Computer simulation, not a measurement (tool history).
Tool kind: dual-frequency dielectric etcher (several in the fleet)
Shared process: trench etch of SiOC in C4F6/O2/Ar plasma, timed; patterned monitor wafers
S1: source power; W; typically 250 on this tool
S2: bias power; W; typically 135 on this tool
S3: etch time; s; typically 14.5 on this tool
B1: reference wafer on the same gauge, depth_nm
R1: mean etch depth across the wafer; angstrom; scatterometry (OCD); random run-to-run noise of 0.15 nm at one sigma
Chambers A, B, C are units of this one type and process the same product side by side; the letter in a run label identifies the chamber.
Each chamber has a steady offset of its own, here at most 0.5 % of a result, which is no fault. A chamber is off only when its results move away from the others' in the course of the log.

run   hour   S1   S2    S3      B1      R1
 1C    7.8  250  135  14.5  19.841  229.19
 2B   11.7  250  135  14.5  19.808  228.82
      17.4  -- chamber B: wet clean of the chamber
 3A   19.9  250  135  14.5  19.787  230.26
 4A   25.7  250  135  14.5  19.809  229.04
 5C   33.8  250  135  14.5  19.769  230.63
 6B   38.8  250  135  14.5  19.820  224.56
 7C   43.3  250  135  14.5  19.796  230.82
 8A   51.5  250  135  14.5  19.789  228.26
 9B   59.6  250  135  14.5  19.804  228.35
10C   67.1  250  163  11.0  19.802  182.65
11A   71.3  250  163  11.0  19.797  186.07
12B   76.3  250  163  11.0  19.784  183.08
13C   82.3  250  135  14.5  19.826  226.01
14A   86.4  250  135  14.5  19.802  227.11
      90.3  -- chamber A: bias power generator calibrated
15B   92.9  250  135  14.5  19.764  228.05
16A   96.8  250  106  17.5  19.829  258.11
     101.7  -- chamber C: wet clean of the chamber
17C  102.3  250  106  17.5  19.824  243.37
18B  108.2  250  106  17.5  19.796  254.95
19A  115.4  220  135  14.5  19.796  216.22
20B  121.7  220  135  14.5  19.801  215.11
21C  126.3  220  135  14.5  19.799  204.98
22C  132.4  250  135  14.5  19.816  219.57
23A  139.8  250  121  14.5  19.794  220.72
24B  146.8  250  121  14.5  19.835  219.40
25B  152.4  250  121  14.5  19.790  219.88
26A  157.3  250  135  14.5  19.784  228.46
27C  161.7  250  135  14.5  19.787  218.64
28C  168.7  250  135  14.5  19.782  215.78
29B  174.3  250  135  14.5  19.785  225.26
30A  180.4  250  135  14.5  19.794  226.13
31C  187.5  250  135  14.5  19.789  216.10
32B  194.6  250  135  14.5  19.810  226.76
33A  198.7  250  135  14.5  19.766  230.70
34C  207.0  250  135  14.5  19.806  214.30
35B  214.6  250  135  14.5  19.799  227.01
36A  220.5  250  135  14.5  19.805  229.63

Next, every chamber runs the same settings. What will each give?
37A  226.4  250  135  14.5       ?
37B  226.4  250  135  14.5       ?
37C  226.4  250  135  14.5       ?

run      R1
37A  228.30
37B  228.05
37C  217.87
